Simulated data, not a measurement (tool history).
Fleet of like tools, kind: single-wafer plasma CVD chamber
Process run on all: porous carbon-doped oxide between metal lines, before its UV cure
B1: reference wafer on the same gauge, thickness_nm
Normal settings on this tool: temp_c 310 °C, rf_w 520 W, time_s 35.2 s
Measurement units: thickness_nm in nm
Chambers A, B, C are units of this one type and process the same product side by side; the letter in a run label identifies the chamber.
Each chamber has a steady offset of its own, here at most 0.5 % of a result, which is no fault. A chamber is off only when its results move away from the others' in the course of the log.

run 1B hour=6.0 | temp_c=310 rf_w=520 time_s=35.2 | B1=196.03 | thickness_nm=183.78
run 2C hour=11.9 | temp_c=310 rf_w=520 time_s=35.2 | B1=196.03 | thickness_nm=184.64
run 3A hour=15.1 | temp_c=310 rf_w=520 time_s=35.2 | B1=196.11 | thickness_nm=183.97
run 4C hour=17.9 | temp_c=310 rf_w=520 time_s=35.2 | B1=196.15 | thickness_nm=184.51
run 5B hour=23.9 | temp_c=310 rf_w=520 time_s=35.2 | B1=196.13 | thickness_nm=183.94
run 6A hour=28.5 | temp_c=310 rf_w=520 time_s=35.2 | B1=196.17 | thickness_nm=183.91
run 7C hour=31.8 | temp_c=310 rf_w=520 time_s=35.2 | B1=196.12 | thickness_nm=184.60
run 8B hour=37.1 | temp_c=310 rf_w=520 time_s=35.2 | B1=196.20 | thickness_nm=184.37
run 9A hour=40.4 | temp_c=310 rf_w=520 time_s=35.2 | B1=196.19 | thickness_nm=183.80
run 10A hour=46.0 | temp_c=310 rf_w=435 time_s=28.8 | B1=196.29 | thickness_nm=133.71
run 11C hour=50.7 | temp_c=310 rf_w=435 time_s=28.8 | B1=196.30 | thickness_nm=134.56
run 12B hour=54.8 | temp_c=310 rf_w=435 time_s=28.8 | B1=196.22 | thickness_nm=134.50
run 13B hour=60.7 | temp_c=310 rf_w=520 time_s=35.2 | B1=196.29 | thickness_nm=184.28
run 14C hour=65.3 | temp_c=310 rf_w=520 time_s=38.3 | B1=196.30 | thickness_nm=200.54
run 15A hour=69.8 | temp_c=310 rf_w=520 time_s=38.3 | B1=196.31 | thickness_nm=199.63
run 16A hour=73.7 | temp_c=310 rf_w=520 time_s=38.3 | B1=196.33 | thickness_nm=199.44
run 17B hour=79.5 | temp_c=310 rf_w=520 time_s=35.2 | B1=196.36 | thickness_nm=184.68
run 18C hour=84.1 | temp_c=310 rf_w=520 time_s=35.2 | B1=196.48 | thickness_nm=184.91
run 19A hour=90.1 | temp_c=310 rf_w=520 time_s=35.2 | B1=196.49 | thickness_nm=184.10
run 20C hour=94.6 | temp_c=310 rf_w=520 time_s=35.2 | B1=196.46 | thickness_nm=184.75
-- hour=94.9 chamber A: thermocouple changed; heater temperature recalibrated
run 21B hour=99.2 | temp_c=310 rf_w=520 time_s=35.2 | B1=196.48 | thickness_nm=184.48
run 22B hour=103.7 | temp_c=310 rf_w=520 time_s=35.2 | B1=196.56 | thickness_nm=184.72
run 23A hour=106.5 | temp_c=310 rf_w=520 time_s=35.2 | B1=196.58 | thickness_nm=184.34
run 24C hour=111.1 | temp_c=310 rf_w=520 time_s=35.2 | B1=196.56 | thickness_nm=184.92
run 25A hour=115.6 | temp_c=310 rf_w=520 time_s=28.8 | B1=196.58 | thickness_nm=151.66
run 26B hour=121.1 | temp_c=310 rf_w=520 time_s=28.8 | B1=196.67 | thickness_nm=151.92
run 27C hour=126.3 | temp_c=310 rf_w=520 time_s=28.8 | B1=196.64 | thickness_nm=152.09
run 28B hour=129.4 | temp_c=310 rf_w=520 time_s=35.2 | B1=196.67 | thickness_nm=185.05
run 29C hour=134.3 | temp_c=310 rf_w=520 time_s=35.2 | B1=196.72 | thickness_nm=184.97
run 30A hour=138.2 | temp_c=310 rf_w=520 time_s=35.2 | B1=196.70 | thickness_nm=184.80
run 31B hour=140.8 | temp_c=310 rf_w=555 time_s=35.2 | B1=196.70 | thickness_nm=193.31
run 32C hour=145.7 | temp_c=310 rf_w=555 time_s=35.2 | B1=196.75 | thickness_nm=193.29
run 33A hour=149.2 | temp_c=310 rf_w=555 time_s=35.2 | B1=196.81 | thickness_nm=192.60
run 34A hour=154.5 | temp_c=310 rf_w=520 time_s=35.2 | B1=196.81 | thickness_nm=184.67
run 35C hour=159.1 | temp_c=310 rf_w=520 time_s=35.2 | B1=196.81 | thickness_nm=185.27
run 36B hour=162.7 | temp_c=310 rf_w=520 time_s=35.2 | B1=196.85 | thickness_nm=184.69
run 37A hour=167.0 | temp_c=310 rf_w=520 time_s=35.2 | B1=196.92 | thickness_nm=185.02
run 38C hour=170.0 | temp_c=310 rf_w=520 time_s=35.2 | B1=196.87 | thickness_nm=185.08

The same settings go to every chamber for the next run, one line per chamber below. Forecast the results for each:
run 39A hour=174.4 | temp_c=310 rf_w=520 time_s=35.2 | thickness_nm=?
run 39B hour=174.4 | temp_c=310 rf_w=520 time_s=35.2 | thickness_nm=?
run 39C hour=174.4 | temp_c=310 rf_w=520 time_s=35.2 | thickness_nm=?

run=39A thickness_nm=184.40
run=39B thickness_nm=185.27
run=39C thickness_nm=185.18

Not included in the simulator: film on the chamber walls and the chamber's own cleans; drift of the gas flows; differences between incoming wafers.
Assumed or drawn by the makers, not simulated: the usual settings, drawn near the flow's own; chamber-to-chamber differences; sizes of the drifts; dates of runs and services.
